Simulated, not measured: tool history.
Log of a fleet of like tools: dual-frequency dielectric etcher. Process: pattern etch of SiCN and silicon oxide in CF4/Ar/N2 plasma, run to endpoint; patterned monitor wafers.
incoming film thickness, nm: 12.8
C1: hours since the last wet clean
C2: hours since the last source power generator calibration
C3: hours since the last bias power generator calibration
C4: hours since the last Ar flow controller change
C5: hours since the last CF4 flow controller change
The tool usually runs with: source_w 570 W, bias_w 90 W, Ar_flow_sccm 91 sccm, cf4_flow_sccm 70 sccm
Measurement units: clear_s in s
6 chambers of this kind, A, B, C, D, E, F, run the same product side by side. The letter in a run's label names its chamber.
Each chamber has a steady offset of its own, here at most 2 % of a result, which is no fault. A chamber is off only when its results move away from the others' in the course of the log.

-- hour=4.4 chamber D: CF4 flow controller replaced
run 1E hour=6.0 | source_w=570 bias_w=90 Ar_flow_sccm=91 cf4_flow_sccm=70 | C1=244.8 C2=788.1 C3=1572.1 C4=129.8 C5=221.1 | clear_s=11.115
run 2A hour=10.9 | source_w=570 bias_w=90 Ar_flow_sccm=91 cf4_flow_sccm=70 | C1=232.6 C2=882.0 C3=102.6 C4=928.4 C5=757.9 | clear_s=11.036
run 3B hour=15.9 | source_w=570 bias_w=90 Ar_flow_sccm=91 cf4_flow_sccm=70 | C1=506.5 C2=3181.7 C3=1135.0 C4=3662.8 C5=1578.0 | clear_s=10.982
run 4F hour=22.0 | source_w=570 bias_w=90 Ar_flow_sccm=91 cf4_flow_sccm=70 | C1=495.1 C2=748.3 C3=2281.4 C4=1463.8 C5=394.6 | clear_s=11.184
run 5D hour=28.4 | source_w=570 bias_w=90 Ar_flow_sccm=91 cf4_flow_sccm=70 | C1=554.2 C2=1330.3 C3=686.7 C4=1430.3 C5=24.0 | clear_s=10.969
run 6C hour=35.3 | source_w=570 bias_w=90 Ar_flow_sccm=91 cf4_flow_sccm=70 | C1=334.6 C2=165.4 C3=81.4 C4=1117.8 C5=2691.9 | clear_s=11.011
run 7F hour=38.4 | source_w=570 bias_w=90 Ar_flow_sccm=91 cf4_flow_sccm=70 | C1=511.5 C2=764.7 C3=2297.8 C4=1480.2 C5=411.0 | clear_s=11.158
run 8E hour=42.8 | source_w=570 bias_w=90 Ar_flow_sccm=91 cf4_flow_sccm=70 | C1=281.6 C2=824.9 C3=1608.9 C4=166.6 C5=257.9 | clear_s=11.105
-- hour=42.9 chamber B: wet clean of the chamber
run 9B hour=48.9 | source_w=470 bias_w=90 Ar_flow_sccm=91 cf4_flow_sccm=58 | C1=6.1 C2=3214.7 C3=1168.0 C4=3695.8 C5=1611.0 | clear_s=13.461
run 10D hour=52.8 | source_w=470 bias_w=90 Ar_flow_sccm=91 cf4_flow_sccm=58 | C1=578.6 C2=1354.7 C3=711.1 C4=1454.7 C5=48.4 | clear_s=13.433
run 11A hour=57.0 | source_w=470 bias_w=90 Ar_flow_sccm=91 cf4_flow_sccm=58 | C1=278.7 C2=928.1 C3=148.7 C4=974.5 C5=804.0 | clear_s=13.343
run 12C hour=60.8 | source_w=470 bias_w=90 Ar_flow_sccm=91 cf4_flow_sccm=58 | C1=360.1 C2=190.9 C3=106.9 C4=1143.3 C5=2717.4 | clear_s=13.403
run 13B hour=66.8 | source_w=470 bias_w=90 Ar_flow_sccm=91 cf4_flow_sccm=58 | C1=24.0 C2=3232.6 C3=1185.9 C4=3713.7 C5=1628.9 | clear_s=13.335
run 14D hour=74.0 | source_w=470 bias_w=90 Ar_flow_sccm=91 cf4_flow_sccm=58 | C1=599.8 C2=1375.9 C3=732.3 C4=1475.9 C5=69.6 | clear_s=13.536
run 15A hour=81.1 | source_w=570 bias_w=90 Ar_flow_sccm=91 cf4_flow_sccm=70 | C1=302.8 C2=952.2 C3=172.8 C4=998.6 C5=828.1 | clear_s=10.915
-- hour=84.5 chamber D: wet clean of the chamber
run 16C hour=86.1 | source_w=570 bias_w=90 Ar_flow_sccm=91 cf4_flow_sccm=70 | C1=385.4 C2=216.2 C3=132.2 C4=1168.6 C5=2742.7 | clear_s=10.982
run 17E hour=91.4 | source_w=570 bias_w=90 Ar_flow_sccm=91 cf4_flow_sccm=70 | C1=330.2 C2=873.5 C3=1657.5 C4=215.2 C5=306.5 | clear_s=11.016
run 18F hour=98.2 | source_w=570 bias_w=90 Ar_flow_sccm=91 cf4_flow_sccm=70 | C1=571.3 C2=824.5 C3=2357.6 C4=1540.0 C5=470.8 | clear_s=11.305
run 19F hour=103.0 | source_w=570 bias_w=90 Ar_flow_sccm=91 cf4_flow_sccm=70 | C1=576.1 C2=829.3 C3=2362.4 C4=1544.8 C5=475.6 | clear_s=11.158
run 20C hour=109.9 | source_w=570 bias_w=90 Ar_flow_sccm=91 cf4_flow_sccm=70 | C1=409.2 C2=240.0 C3=156.0 C4=1192.4 C5=2766.5 | clear_s=10.946
run 21E hour=114.8 | source_w=570 bias_w=90 Ar_flow_sccm=91 cf4_flow_sccm=70 | C1=353.6 C2=896.9 C3=1680.9 C4=238.6 C5=329.9 | clear_s=11.047
-- hour=116.0 chamber B: CF4 flow controller replaced
run 22A hour=119.0 | source_w=570 bias_w=90 Ar_flow_sccm=91 cf4_flow_sccm=70 | C1=340.7 C2=990.1 C3=210.7 C4=1036.5 C5=866.0 | clear_s=10.840
run 23B hour=123.6 | source_w=570 bias_w=90 Ar_flow_sccm=91 cf4_flow_sccm=70 | C1=80.8 C2=3289.4 C3=1242.7 C4=3770.5 C5=7.6 | clear_s=11.027
run 24D hour=126.8 | source_w=570 bias_w=90 Ar_flow_sccm=91 cf4_flow_sccm=70 | C1=42.4 C2=1428.7 C3=785.1 C4=1528.7 C5=122.4 | clear_s=11.045
run 25F hour=130.2 | source_w=570 bias_w=90 Ar_flow_sccm=91 cf4_flow_sccm=70 | C1=603.3 C2=856.5 C3=2389.6 C4=1572.0 C5=502.8 | clear_s=11.277
run 26A hour=134.5 | source_w=570 bias_w=90 Ar_flow_sccm=91 cf4_flow_sccm=70 | C1=356.2 C2=1005.6 C3=226.2 C4=1052.0 C5=881.5 | clear_s=10.717
run 27E hour=139.6 | source_w=570 bias_w=97 Ar_flow_sccm=73 cf4_flow_sccm=70 | C1=378.4 C2=921.7 C3=1705.7 C4=263.4 C5=354.7 | clear_s=10.435
run 28C hour=145.1 | source_w=570 bias_w=97 Ar_flow_sccm=73 cf4_flow_sccm=70 | C1=444.4 C2=275.2 C3=191.2 C4=1227.6 C5=2801.7 | clear_s=10.471
run 29B hour=152.1 | source_w=570 bias_w=97 Ar_flow_sccm=73 cf4_flow_sccm=70 | C1=109.3 C2=3317.9 C3=1271.2 C4=3799.0 C5=36.1 | clear_s=10.441
run 30D hour=158.6 | source_w=570 bias_w=97 Ar_flow_sccm=73 cf4_flow_sccm=70 | C1=74.2 C2=1460.5 C3=816.9 C4=1560.5 C5=154.2 | clear_s=10.424
-- hour=159.0 chamber F: wet clean of the chamber
-- hour=164.1 chamber C: wet clean of the chamber
run 31C hour=165.7 | source_w=570 bias_w=97 Ar_flow_sccm=73 cf4_flow_sccm=70 | C1=1.7 C2=295.8 C3=211.8 C4=1248.2 C5=2822.3 | clear_s=10.477
run 32A hour=170.6 | source_w=570 bias_w=97 Ar_flow_sccm=73 cf4_flow_sccm=70 | C1=392.3 C2=1041.7 C3=262.3 C4=1088.1 C5=917.6 | clear_s=10.047
run 33B hour=175.5 | source_w=570 bias_w=90 Ar_flow_sccm=91 cf4_flow_sccm=70 | C1=132.7 C2=3341.3 C3=1294.6 C4=3822.4 C5=59.5 | clear_s=11.011
run 34D hour=178.8 | source_w=570 bias_w=90 Ar_flow_sccm=91 cf4_flow_sccm=70 | C1=94.4 C2=1480.7 C3=837.1 C4=1580.7 C5=174.4 | clear_s=11.010
run 35F hour=185.1 | source_w=570 bias_w=90 Ar_flow_sccm=91 cf4_flow_sccm=70 | C1=26.2 C2=911.4 C3=2444.5 C4=1626.9 C5=557.7 | clear_s=11.212
run 36E hour=190.6 | source_w=570 bias_w=90 Ar_flow_sccm=91 cf4_flow_sccm=70 | C1=429.4 C2=972.7 C3=1756.7 C4=314.4 C5=405.7 | clear_s=11.034

Next, every chamber runs the same settings. What will each give?
run 37A hour=195.8 | source_w=570 bias_w=90 Ar_flow_sccm=91 cf4_flow_sccm=70 | clear_s=?
run 37B hour=195.8 | source_w=570 bias_w=90 Ar_flow_sccm=91 cf4_flow_sccm=70 | clear_s=?
run 37C hour=195.8 | source_w=570 bias_w=90 Ar_flow_sccm=91 cf4_flow_sccm=70 | clear_s=?
run 37D hour=195.8 | source_w=570 bias_w=90 Ar_flow_sccm=91 cf4_flow_sccm=70 | clear_s=?
run 37E hour=195.8 | source_w=570 bias_w=90 Ar_flow_sccm=91 cf4_flow_sccm=70 | clear_s=?
run 37F hour=195.8 | source_w=570 bias_w=90 Ar_flow_sccm=91 cf4_flow_sccm=70 | clear_s=?

run=37A clear_s=10.659
run=37B clear_s=11.112
run=37C clear_s=10.976
run=37D clear_s=11.044
run=37E clear_s=11.108
run=37F clear_s=11.108
